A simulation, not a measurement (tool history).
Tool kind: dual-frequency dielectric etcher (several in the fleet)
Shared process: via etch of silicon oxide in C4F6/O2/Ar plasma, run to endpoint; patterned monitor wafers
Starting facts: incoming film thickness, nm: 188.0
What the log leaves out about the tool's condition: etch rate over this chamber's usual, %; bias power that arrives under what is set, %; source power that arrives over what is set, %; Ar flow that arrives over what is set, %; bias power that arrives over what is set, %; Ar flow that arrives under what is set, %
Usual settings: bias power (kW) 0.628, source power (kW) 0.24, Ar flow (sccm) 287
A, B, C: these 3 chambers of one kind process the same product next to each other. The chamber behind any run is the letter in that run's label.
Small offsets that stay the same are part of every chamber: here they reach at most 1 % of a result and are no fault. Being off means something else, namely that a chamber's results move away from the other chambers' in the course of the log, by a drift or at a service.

run	hour	bias power (kW)	source power (kW)	Ar flow (sccm)	hours since the last wet clean	hours since the last bias power generator calibration	hours since the last source power generator calibration	hours since the last Ar flow controller change	endpoint time (s)
1A	10.2	0.628	0.24	287	450.4	876	908.6	3684.6	45.362
2C	19.6	0.628	0.24	287	64	670.2	2973.1	4976.9	45.32
3B	32.1	0.628	0.24	287	340.4	232.7	1063.7	1074.2	45.377
4B	39.4	0.628	0.24	287	347.7	240	1071	1081.5	45.518
# hour 50.2: chamber A: wet clean of the chamber
5C	51.2	0.628	0.24	287	95.6	701.8	3004.7	5008.5	45.994
6A	60.1	0.628	0.24	287	10	925.9	958.5	3734.5	45.588
7C	66.6	0.628	0.24	287	111	717.2	3020.1	5023.9	45.597
# hour 70.4: chamber C: source power generator calibrated
8B	74.1	0.628	0.24	287	382.4	274.7	1105.7	1116.2	45.857
9A	81.5	0.628	0.24	287	31.4	947.3	979.9	3755.9	44.73
10C	87.2	0.628	0.24	287	131.6	737.8	16.8	5044.5	45.867
11A	94.7	0.628	0.24	287	44.6	960.5	993.1	3769.1	44.74
12B	107.4	0.628	0.24	287	415.7	308	1139	1149.5	45.106
13B	116	0.628	0.24	287	424.3	316.6	1147.6	1158.1	45.391
14C	122.7	0.628	0.24	287	167.1	773.3	52.3	5080	45.648
15A	133	0.628	0.22	287	82.9	998.8	1031.4	3807.4	45.591
16C	144.3	0.628	0.22	287	188.7	794.9	73.9	5101.6	46.953
17A	151.4	0.628	0.22	287	101.3	1017.2	1049.8	3825.8	46.729
18B	164.5	0.628	0.24	287	472.8	365.1	1196.1	1206.6	45.011
19A	170.6	0.628	0.24	287	120.5	1036.4	1069	3845	45.767
20C	180.1	0.628	0.24	253	224.5	830.7	109.7	5137.4	45.37
21B	188.8	0.628	0.24	253	497.1	389.4	1220.4	1230.9	44.531
22C	197.9	0.628	0.24	253	242.3	848.5	127.5	5155.2	45.704

Each of the 3 chambers runs these same settings next. Fill in every chamber's results:
23A	207.4	0.569	0.24	287					?
23B	207.4	0.569	0.24	287					?
23C	207.4	0.569	0.24	287					?

run	endpoint time (s)
23A	47.174
23B	47.436
23C	47.36
